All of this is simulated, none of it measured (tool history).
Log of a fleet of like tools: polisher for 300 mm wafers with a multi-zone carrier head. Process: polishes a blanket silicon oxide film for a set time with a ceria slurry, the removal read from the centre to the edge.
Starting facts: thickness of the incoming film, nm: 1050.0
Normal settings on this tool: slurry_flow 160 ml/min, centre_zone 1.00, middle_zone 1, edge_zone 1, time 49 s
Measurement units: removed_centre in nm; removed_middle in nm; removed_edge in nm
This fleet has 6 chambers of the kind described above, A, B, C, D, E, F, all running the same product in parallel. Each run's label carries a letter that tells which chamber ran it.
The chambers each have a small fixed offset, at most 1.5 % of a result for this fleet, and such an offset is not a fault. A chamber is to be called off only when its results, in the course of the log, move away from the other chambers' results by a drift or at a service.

| run | hour | slurry_flow | centre_zone | middle_zone | edge_zone | time | removed_centre | removed_middle | removed_edge |
|---|---|---|---|---|---|---|---|---|---|
|  | 8.8 | chamber C: slurry nozzle cleaned |
| 1C | 13.8 | 160 | 1.00 | 1 | 1 | 49 | 436.22 | 427.05 | 423.81 |
|  | 19.3 | chamber D: centre zone pressure recalibrated |
|  | 19.3 | chamber B: worn pad replaced by a new one |
| 2D | 23.4 | 160 | 1.00 | 1 | 1 | 49 | 423.60 | 418.25 | 434.09 |
|  | 24.8 | chamber F: slurry nozzle cleaned |
|  | 27.5 | chamber C: edge zone pressure recalibrated |
| 3B | 34.2 | 160 | 1.00 | 1 | 1 | 49 | 415.35 | 419.47 | 421.58 |
| 4F | 48.8 | 160 | 1.00 | 1 | 1 | 49 | 424.84 | 420.07 | 426.40 |
|  | 49.2 | chamber C: worn pad replaced by a new one |
|  | 52.0 | chamber A: edge zone pressure recalibrated |
| 5E | 59.2 | 160 | 1.00 | 1 | 1 | 49 | 422.56 | 427.04 | 425.96 |
|  | 59.3 | chamber A: slurry nozzle cleaned |
|  | 61.7 | chamber B: edge zone pressure recalibrated |
| 6A | 66.8 | 160 | 1.00 | 1 | 1 | 49 | 429.80 | 417.90 | 428.45 |
|  | 67.1 | chamber F: worn pad replaced by a new one |
| 7A | 78.5 | 190 | 0.95 | 1 | 1 | 49 | 402.27 | 432.10 | 433.69 |
| 8E | 87.4 | 190 | 0.95 | 1 | 1 | 49 | 421.34 | 431.09 | 428.24 |
|  | 89.1 | chamber E: edge zone pressure recalibrated |
|  | 89.8 | chamber B: worn pad replaced by a new one |
|  | 93.8 | chamber E: worn pad replaced by a new one |
|  | 94.7 | chamber D: worn pad replaced by a new one |
| 9C | 94.9 | 190 | 0.95 | 1 | 1 | 49 | 419.56 | 435.79 | 429.64 |
| 10F | 109.8 | 190 | 0.95 | 1 | 1 | 49 | 411.76 | 430.81 | 436.14 |
|  | 116.0 | chamber B: centre zone pressure recalibrated |
| 11B | 117.5 | 190 | 0.95 | 1 | 1 | 49 | 414.59 | 431.66 | 430.71 |
| 12D | 132.5 | 190 | 0.95 | 1 | 1 | 49 | 409.42 | 426.06 | 431.72 |
|  | 136.4 | chamber E: slurry nozzle cleaned |
|  | 142.7 | chamber C: worn pad replaced by a new one |
| 13A | 144.1 | 160 | 1.00 | 1 | 1 | 49 | 421.19 | 418.08 | 427.38 |
|  | 152.0 | chamber F: worn pad replaced by a new one |
| 14B | 152.0 | 160 | 1.00 | 1 | 1 | 49 | 428.95 | 416.17 | 421.93 |
|  | 158.2 | chamber B: worn pad replaced by a new one |
| 15D | 158.9 | 160 | 1.00 | 1 | 1 | 49 | 424.92 | 415.00 | 423.59 |
| 16F | 169.9 | 130 | 1.00 | 1 | 1 | 49 | 395.91 | 402.78 | 406.96 |
| 17C | 177.1 | 130 | 1.00 | 1 | 1 | 49 | 415.91 | 408.66 | 402.96 |
| 18E | 187.2 | 130 | 1.00 | 1 | 1 | 49 | 403.21 | 405.19 | 410.70 |
|  | 191.0 | chamber A: centre zone pressure recalibrated |
| 19E | 198.2 | 130 | 1.00 | 1 | 1 | 49 | 403.78 | 400.31 | 412.98 |
|  | 199.8 | chamber E: worn pad replaced by a new one |
| 20C | 207.9 | 130 | 1.00 | 1 | 1 | 49 | 412.35 | 416.77 | 405.68 |
| 21F | 219.6 | 130 | 1.00 | 1 | 1 | 49 | 402.60 | 411.99 | 412.91 |
|  | 227.3 | chamber F: worn pad replaced by a new one |
| 22B | 232.7 | 160 | 1.00 | 1 | 1 | 49 | 418.96 | 419.50 | 427.14 |
|  | 234.5 | chamber C: worn pad replaced by a new one |
|  | 236.9 | chamber D: worn pad replaced by a new one |
| 23A | 239.8 | 160 | 1.00 | 1 | 1 | 63 | 530.21 | 531.05 | 536.02 |
|  | 245.2 | chamber B: worn pad replaced by a new one |
| 24D | 247.1 | 160 | 1.00 | 1 | 1 | 63 | 539.69 | 530.95 | 552.10 |
|  | 252.0 | chamber E: centre zone pressure recalibrated |
| 25E | 258.2 | 160 | 1.00 | 1 | 1 | 63 | 542.18 | 554.86 | 543.22 |
| 26A | 269.3 | 160 | 1.00 | 1 | 1 | 63 | 526.68 | 529.87 | 533.93 |
| 27C | 284.3 | 160 | 1.00 | 1 | 1 | 63 | 550.88 | 548.40 | 555.19 |
| 28B | 291.4 | 160 | 1.00 | 1 | 1 | 63 | 540.97 | 524.39 | 535.46 |
| 29F | 299.0 | 160 | 1.00 | 1 | 1 | 49 | 423.28 | 423.38 | 420.54 |
|  | 303.9 | chamber F: worn pad replaced by a new one |
| 30D | 308.4 | 160 | 1.00 | 1 | 1 | 49 | 418.98 | 411.44 | 434.25 |
|  | 310.1 | chamber E: worn pad replaced by a new one |
|  | 315.8 | chamber C: worn pad replaced by a new one |
| 31C | 322.1 | 160 | 1.00 | 1 | 1 | 49 | 424.59 | 435.60 | 420.46 |
|  | 323.8 | chamber D: slurry nozzle cleaned |
| 32D | 334.1 | 160 | 1.00 | 1 | 1 | 49 | 414.65 | 419.82 | 431.26 |
|  | 334.8 | chamber B: worn pad replaced by a new one |
|  | 340.0 | chamber B: edge zone pressure recalibrated |
|  | 342.1 | chamber E: slurry nozzle cleaned |
| 33A | 342.7 | 160 | 1.00 | 1 | 1 | 49 | 396.67 | 398.82 | 399.44 |
|  | 353.1 | chamber C: slurry nozzle cleaned |
| 34F | 354.8 | 160 | 1.00 | 1 | 1 | 49 | 413.11 | 427.93 | 417.37 |
| 35B | 364.3 | 160 | 1.00 | 1 | 1 | 49 | 427.88 | 412.27 | 418.44 |
| 36E | 374.6 | 160 | 1.00 | 1 | 1 | 49 | 420.47 | 424.61 | 425.63 |
| 37A | 387.2 | 160 | 1.00 | 1 | 1 | 49 | 395.68 | 390.54 | 399.68 |
| 38C | 395.0 | 160 | 1.00 | 1 | 1 | 49 | 418.20 | 424.65 | 418.71 |

Next, all 6 chambers run the settings below, one line each with question marks for the results. What does each chamber give?
| 39A | 405.8 | 120 | 1.00 | 1 | 1 | 49 | ? | ? | ? |
| 39B | 405.8 | 120 | 1.00 | 1 | 1 | 49 | ? | ? | ? |
| 39C | 405.8 | 120 | 1.00 | 1 | 1 | 49 | ? | ? | ? |
| 39D | 405.8 | 120 | 1.00 | 1 | 1 | 49 | ? | ? | ? |
| 39E | 405.8 | 120 | 1.00 | 1 | 1 | 49 | ? | ? | ? |
| 39F | 405.8 | 120 | 1.00 | 1 | 1 | 49 | ? | ? | ? |

| run | removed_centre | removed_middle | removed_edge |
|---|---|---|---|
| 39A | 367.06 | 371.24 | 378.31 |
| 39B | 384.82 | 387.70 | 403.24 |
| 39C | 401.56 | 406.66 | 407.13 |
| 39D | 381.62 | 390.63 | 411.49 |
| 39E | 393.31 | 395.20 | 407.46 |
| 39F | 397.71 | 402.42 | 398.08 |
